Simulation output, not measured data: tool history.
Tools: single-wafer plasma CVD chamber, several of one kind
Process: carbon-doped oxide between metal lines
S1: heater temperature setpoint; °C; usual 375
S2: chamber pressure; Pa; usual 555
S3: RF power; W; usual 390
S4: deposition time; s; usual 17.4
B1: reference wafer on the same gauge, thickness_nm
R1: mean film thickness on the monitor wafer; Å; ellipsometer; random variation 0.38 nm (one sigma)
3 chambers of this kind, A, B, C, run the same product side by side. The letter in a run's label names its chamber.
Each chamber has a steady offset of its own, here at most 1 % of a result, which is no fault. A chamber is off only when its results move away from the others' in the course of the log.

Run 1B, hour 13.8: usual settings; B1 67.049. Result: R1 689.23 Å.
Run 2C, hour 24.9: usual settings; B1 66.926. Result: R1 687.37 Å.
Run 3A, hour 35.5: usual settings; B1 66.982. Result: R1 686.44 Å.
Run 4A, hour 44.2: usual settings; B1 67.029. Result: R1 679.82 Å.
Run 5B, hour 56.1: usual settings; B1 66.975. Result: R1 690.81 Å.
Run 6C, hour 66.2: usual settings; B1 67.041. Result: R1 694.18 Å.
Run 7C, hour 74.2: usual settings; B1 67.010. Result: R1 686.80 Å.
Run 8A, hour 84.1: usual settings; B1 66.944. Result: R1 678.43 Å.
Run 9B, hour 91.8: usual settings; B1 66.919. Result: R1 682.41 Å.
Run 10C, hour 102.5: usual settings; B1 66.953. Result: R1 687.97 Å.
Run 11B, hour 110.4: usual settings; B1 67.036. Result: R1 685.20 Å.
Run 12A, hour 120.1: usual settings but S2 440 Pa, S4 18.7 s; B1 66.984. Result: R1 709.06 Å.
Run 13A, hour 128.7: usual settings but S2 440 Pa, S4 18.7 s; B1 66.938. Result: R1 707.21 Å.
Run 14C, hour 136.2: usual settings but S2 440 Pa, S4 18.7 s; B1 67.024. Result: R1 721.16 Å.
Run 15B, hour 145.5: usual settings; B1 66.938. Result: R1 690.19 Å.
Run 16A, hour 156.2: usual settings; B1 67.038. Result: R1 672.34 Å.
Run 17C, hour 163.3: usual settings; B1 66.997. Result: R1 691.25 Å.
Run 18B, hour 176.7: usual settings; B1 66.953. Result: R1 692.63 Å.
Run 19B, hour 184.9: usual settings but S1 364 °C; B1 66.990. Result: R1 705.60 Å.
Run 20A, hour 196.5: usual settings but S1 364 °C; B1 67.021. Result: R1 679.32 Å.
Run 21C, hour 204.2: usual settings but S1 364 °C; B1 66.915. Result: R1 710.32 Å.
Run 22A, hour 217.6: usual settings; B1 66.956. Result: R1 666.44 Å.
Run 23C, hour 227.1: usual settings; B1 66.945. Result: R1 686.06 Å.
Run 24B, hour 236.0: usual settings but S1 364 °C, S4 19.9 s; B1 67.068. Result: R1 810.12 Å.
Run 25C, hour 244.2: usual settings but S1 364 °C, S4 19.9 s; B1 67.063. Result: R1 812.06 Å.
At hour 248.5: chamber C: capacitance manometer re-zeroed and calibrated.
Run 26A, hour 253.3: usual settings but S1 364 °C, S4 19.9 s; B1 67.090. Result: R1 787.94 Å.
Run 27B, hour 263.6: usual settings; B1 66.990. Result: R1 684.73 Å.
Run 28C, hour 272.8: usual settings; B1 67.016. Result: R1 688.10 Å.
Run 29A, hour 285.7: usual settings; B1 66.942. Result: R1 659.03 Å.
Run 30B, hour 292.3: usual settings but S1 361 °C, S4 15.8 s; B1 66.976. Result: R1 645.24 Å.
Run 31A, hour 298.7: usual settings but S1 361 °C, S4 15.8 s; B1 67.073. Result: R1 625.11 Å.
Run 32C, hour 307.5: usual settings but S1 361 °C, S4 15.8 s; B1 67.086. Result: R1 650.88 Å.
Run 33B, hour 320.4: usual settings; B1 66.986. Result: R1 685.52 Å.

Next, every chamber runs the same settings. What will each give?
Run 34A, hour 330.3: usual settings. Result: R1 ?.
Run 34B, hour 330.3: usual settings. Result: R1 ?.
Run 34C, hour 330.3: usual settings. Result: R1 ?.

run      R1
34A  651.86
34B  690.81
34C  686.30

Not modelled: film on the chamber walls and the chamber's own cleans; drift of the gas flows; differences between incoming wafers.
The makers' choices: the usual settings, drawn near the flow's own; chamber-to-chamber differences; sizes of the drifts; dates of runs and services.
